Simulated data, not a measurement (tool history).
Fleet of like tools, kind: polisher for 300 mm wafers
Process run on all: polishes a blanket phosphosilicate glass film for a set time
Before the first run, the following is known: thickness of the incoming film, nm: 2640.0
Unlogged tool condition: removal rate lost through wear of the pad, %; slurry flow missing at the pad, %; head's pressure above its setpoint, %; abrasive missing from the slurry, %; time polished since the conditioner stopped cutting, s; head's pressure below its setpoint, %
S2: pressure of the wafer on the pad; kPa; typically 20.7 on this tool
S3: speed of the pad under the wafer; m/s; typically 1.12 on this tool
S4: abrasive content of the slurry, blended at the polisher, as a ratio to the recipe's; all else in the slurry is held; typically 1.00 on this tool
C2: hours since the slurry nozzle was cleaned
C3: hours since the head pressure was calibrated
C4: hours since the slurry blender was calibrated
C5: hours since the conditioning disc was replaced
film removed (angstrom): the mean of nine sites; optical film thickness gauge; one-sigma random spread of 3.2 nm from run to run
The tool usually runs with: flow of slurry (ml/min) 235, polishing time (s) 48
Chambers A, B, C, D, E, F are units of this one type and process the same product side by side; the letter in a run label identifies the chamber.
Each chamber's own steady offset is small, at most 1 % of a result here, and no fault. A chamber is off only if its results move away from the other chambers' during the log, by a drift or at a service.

At hour 0.4: chamber C: slurry nozzle cleaned.
Run 1D, hour 3.9: usual settings; wafers polished on this pad 401; C2 559.3; C3 349.0; C4 85.6; C5 219.5. Result: film removed (angstrom) 4118.6.
At hour 4.3: chamber E: worn pad replaced by a new one.
Run 2A, hour 12.3: usual settings; wafers polished on this pad 943; C2 244.1; C3 581.0; C4 16.0; C5 67.0. Result: film removed (angstrom) 4051.3.
Run 3B, hour 19.6: usual settings; wafers polished on this pad 655; C2 200.0; C3 1174.3; C4 37.4; C5 413.3. Result: film removed (angstrom) 4085.4.
At hour 23.1: chamber C: worn pad replaced by a new one.
Run 4C, hour 26.7: usual settings; wafers polished on this pad 60; C2 26.4; C3 783.3; C4 275.5; C5 159.9. Result: film removed (angstrom) 4093.0.
At hour 30.6: chamber E: conditioning disc replaced and pad reconditioned.
At hour 31.4: chamber B: worn pad replaced by a new one.
Run 5E, hour 34.8: usual settings; wafers polished on this pad 505; C2 178.9; C3 53.7; C4 40.9; C5 4.2. Result: film removed (angstrom) 4101.4.
At hour 35.1: chamber A: worn pad replaced by a new one.
At hour 39.8: chamber D: worn pad replaced by a new one.
Run 6F, hour 40.1: usual settings; wafers polished on this pad 908; C2 92.0; C3 335.1; C4 115.6; C5 104.0. Result: film removed (angstrom) 4128.7.
At hour 40.7: chamber C: head pressure recalibrated.
At hour 42.5: chamber A: slurry nozzle cleaned.
At hour 44.3: chamber C: slurry blender recalibrated.
At hour 44.7: chamber C: conditioning disc replaced and pad reconditioned.
Run 7F, hour 47.3: usual settings; wafers polished on this pad 1028; C2 99.2; C3 342.3; C4 122.8; C5 111.2. Result: film removed (angstrom) 4078.0.
Run 8B, hour 53.8: usual settings; wafers polished on this pad 372; C2 234.2; C3 1208.5; C4 71.6; C5 447.5. Result: film removed (angstrom) 4090.5.
At hour 54.2: chamber A: conditioning disc replaced and pad reconditioned.
Run 9A, hour 57.7: usual settings; wafers polished on this pad 375; C2 15.3; C3 626.4; C4 61.4; C5 3.6. Result: film removed (angstrom) 4063.8.
Run 10C, hour 64.2: usual settings; wafers polished on this pad 681; C2 63.9; C3 23.6; C4 20.0; C5 19.5. Result: film removed (angstrom) 4095.5.
At hour 69.9: chamber C: worn pad replaced by a new one.
Run 11D, hour 70.7: usual settings; wafers polished on this pad 512; C2 626.1; C3 415.8; C4 152.4; C5 286.3. Result: film removed (angstrom) 4154.9.
At hour 77.1: chamber F: worn pad replaced by a new one.
At hour 78.1: chamber D: conditioning disc replaced and pad reconditioned.
Run 12E, hour 78.1: usual settings but S4 0.75; wafers polished on this pad 1223; C2 222.2; C3 97.0; C4 84.2; C5 47.5. Result: film removed (angstrom) 3506.7.
At hour 80.0: chamber E: worn pad replaced by a new one.
Run 13F, hour 82.0: usual settings but S4 0.75; wafers polished on this pad 81; C2 133.9; C3 377.0; C4 157.5; C5 145.9. Result: film removed (angstrom) 3549.1.
At hour 83.5: chamber F: conditioning disc replaced and pad reconditioned.
At hour 88.3: chamber B: conditioning disc replaced and pad reconditioned.
At hour 90.0: chamber D: head pressure recalibrated.
Run 14B, hour 90.5: usual settings but S4 0.75; wafers polished on this pad 980; C2 270.9; C3 1245.2; C4 108.3; C5 2.2. Result: film removed (angstrom) 3560.2.
At hour 94.5: chamber B: worn pad replaced by a new one.
Run 15D, hour 98.0: usual settings but S4 0.75; wafers polished on this pad 965; C2 653.4; C3 8.0; C4 179.7; C5 19.9. Result: film removed (angstrom) 3617.1.
At hour 98.2: chamber D: worn pad replaced by a new one.
Run 16A, hour 103.6: usual settings but S4 0.75; wafers polished on this pad 1137; C2 61.2; C3 672.3; C4 107.3; C5 49.5. Result: film removed (angstrom) 3579.5.
At hour 105.2: chamber A: worn pad replaced by a new one.
Run 17E, hour 110.3: usual settings but S4 0.75; wafers polished on this pad 502; C2 254.4; C3 129.2; C4 116.4; C5 79.7. Result: film removed (angstrom) 3495.5.
At hour 110.6: chamber D: slurry nozzle cleaned.
At hour 116.8: chamber C: worn pad replaced by a new one.
Run 18C, hour 116.9: usual settings; wafers polished on this pad 2; C2 116.6; C3 76.3; C4 72.7; C5 72.2. Result: film removed (angstrom) 4074.1.
Run 19C, hour 122.2: usual settings; wafers polished on this pad 90; C2 121.9; C3 81.6; C4 78.0; C5 77.5. Result: film removed (angstrom) 4085.3.
Run 20E, hour 126.7: usual settings; wafers polished on this pad 774; C2 270.8; C3 145.6; C4 132.8; C5 96.1. Result: film removed (angstrom) 4035.3.
Run 21B, hour 131.5: usual settings; wafers polished on this pad 615; C2 311.9; C3 1286.2; C4 149.3; C5 43.2. Result: film removed (angstrom) 4090.2.
Run 22F, hour 140.1: usual settings but polishing time (s) 57; wafers polished on this pad 1045; C2 192.0; C3 435.1; C4 215.6; C5 56.6. Result: film removed (angstrom) 4646.3.
Run 23A, hour 146.3: usual settings but polishing time (s) 57; wafers polished on this pad 682; C2 103.9; C3 715.0; C4 150.0; C5 92.2. Result: film removed (angstrom) 4806.8.
At hour 150.3: chamber D: worn pad replaced by a new one.
Run 24D, hour 152.0: usual settings but polishing time (s) 57; wafers polished on this pad 28; C2 41.4; C3 62.0; C4 233.7; C5 73.9. Result: film removed (angstrom) 4805.6.
At hour 153.2: chamber B: worn pad replaced by a new one.
At hour 154.1: chamber D: slurry blender recalibrated.
Run 25C, hour 156.5: usual settings but polishing time (s) 57; wafers polished on this pad 659; C2 156.2; C3 115.9; C4 112.3; C5 111.8. Result: film removed (angstrom) 4775.8.
Run 26B, hour 161.1: usual settings but polishing time (s) 57; wafers polished on this pad 131; C2 341.5; C3 1315.8; C4 178.9; C5 72.8. Result: film removed (angstrom) 4824.6.
At hour 162.8: chamber F: worn pad replaced by a new one.
At hour 163.0: chamber B: head pressure recalibrated.
At hour 164.5: chamber E: worn pad replaced by a new one.
Run 27E, hour 166.3: usual settings but polishing time (s) 57; wafers polished on this pad 30; C2 310.4; C3 185.2; C4 172.4; C5 135.7. Result: film removed (angstrom) 4849.7.
At hour 166.9: chamber E: conditioning disc replaced and pad reconditioned.
At hour 167.5: chamber A: slurry blender recalibrated.
At hour 168.5: chamber A: worn pad replaced by a new one.
At hour 171.7: chamber A: conditioning disc replaced and pad reconditioned.
At hour 172.8: chamber C: worn pad replaced by a new one.
Run 28A, hour 173.3: usual settings; wafers polished on this pad 80; C2 130.9; C3 742.0; C4 5.9; C5 1.7. Result: film removed (angstrom) 4077.6.
At hour 174.5: chamber E: slurry blender recalibrated.
Run 29F, hour 180.2: usual settings; wafers polished on this pad 290; C2 232.1; C3 475.2; C4 255.7; C5 96.7. Result: film removed (angstrom) 3857.0.
Run 30D, hour 184.7: usual settings; wafers polished on this pad 570; C2 74.1; C3 94.7; C4 30.7; C5 106.6. Result: film removed (angstrom) 4116.3.
Run 31E, hour 191.3: usual settings; wafers polished on this pad 444; C2 335.4; C3 210.2; C4 16.8; C5 24.4. Result: film removed (angstrom) 4014.7.
Run 32F, hour 195.4: usual settings; wafers polished on this pad 542; C2 247.3; C3 490.4; C4 270.9; C5 111.9. Result: film removed (angstrom) 3893.9.
At hour 195.5: chamber B: slurry nozzle cleaned.
At hour 196.1: chamber F: slurry nozzle cleaned.
At hour 202.5: chamber B: worn pad replaced by a new one.
Run 33D, hour 203.1: usual settings; wafers polished on this pad 875; C2 92.5; C3 113.1; C4 49.1; C5 125.0. Result: film removed (angstrom) 4095.7.
At hour 210.9: chamber D: worn pad replaced by a new one.
Run 34C, hour 211.5: usual settings; wafers polished on this pad 642; C2 211.2; C3 170.9; C4 167.3; C5 166.8. Result: film removed (angstrom) 4070.9.
Run 35B, hour 219.7: usual settings; wafers polished on this pad 285; C2 24.3; C3 56.7; C4 237.5; C5 131.4. Result: film removed (angstrom) 4124.6.
At hour 220.0: chamber F: conditioning disc replaced and pad reconditioned.
Run 36A, hour 225.7: usual settings but polishing time (s) 54; wafers polished on this pad 948; C2 183.3; C3 794.4; C4 58.3; C5 54.1. Result: film removed (angstrom) 4550.7.
At hour 228.7: chamber C: conditioning disc replaced and pad reconditioned.
At hour 230.2: chamber C: worn pad replaced by a new one.
Run 37F, hour 233.5: usual settings but polishing time (s) 54; wafers polished on this pad 1173; C2 37.4; C3 528.5; C4 309.0; C5 13.6. Result: film removed (angstrom) 4231.2.
Run 38A, hour 237.4: usual settings but polishing time (s) 54; wafers polished on this pad 1142; C2 195.0; C3 806.1; C4 70.0; C5 65.8. Result: film removed (angstrom) 4562.3.
Run 39E, hour 241.9: usual settings but polishing time (s) 54; wafers polished on this pad 1283; C2 386.0; C3 260.8; C4 67.4; C5 75.0. Result: film removed (angstrom) 4564.3.
Run 40C, hour 248.5: usual settings but polishing time (s) 54; wafers polished on this pad 303; C2 248.2; C3 207.9; C4 204.3; C5 19.8. Result: film removed (angstrom) 4569.9.
Run 41D, hour 255.8: usual settings but polishing time (s) 54; wafers polished on this pad 744; C2 145.2; C3 165.8; C4 101.8; C5 177.7. Result: film removed (angstrom) 4640.0.
Run 42B, hour 262.7: usual settings; wafers polished on this pad 999; C2 67.3; C3 99.7; C4 280.5; C5 174.4. Result: film removed (angstrom) 4073.8.
At hour 264.6: chamber B: worn pad replaced by a new one.
Run 43B, hour 270.1: usual settings but S2 18.6 kPa; wafers polished on this pad 91; C2 74.7; C3 107.1; C4 287.9; C5 181.8. Result: film removed (angstrom) 3654.2.

One chamber off, gauge drift, or nothing amiss beyond the chambers' own small offsets? If it is a chamber, which one, and what is the likeliest cause?

Chamber F drifts away from the others.
Likeliest cause: head's pressure below its setpoint, % = 9.3.
With only this log, it may be confused with: abrasive missing from the slurry, %.

Which of the 4 candidates below, each the usual settings with something changed and its results left as question marks, puts chamber F back in line with what the other chambers give on the usual settings?
To be in line, a result may differ from the other chambers' mean on the usual settings by at most: film removed (angstrom) 110.0
Run 44F-1, hour 276.4: usual settings but S4 0.80. Result: film removed (angstrom) ?.
Run 44F-2, hour 276.4: usual settings but S3 1.10 m/s, polishing time (s) 47. Result: film removed (angstrom) ?.
Run 44F-3, hour 276.4: usual settings but S2 21.4 kPa, S3 1.14 m/s. Result: film removed (angstrom) ?.
Run 44F-4, hour 276.4: usual settings but S4 1.25. Result: film removed (angstrom) ?.

Usual-settings mean across the other chambers: film removed (angstrom) 4080.1
  run  film removed (angstrom)
44F-1                   3308.7
44F-2                   3560.3
44F-3                   3867.5
44F-4                   4060.2
44F-4 brings the chamber back in line.
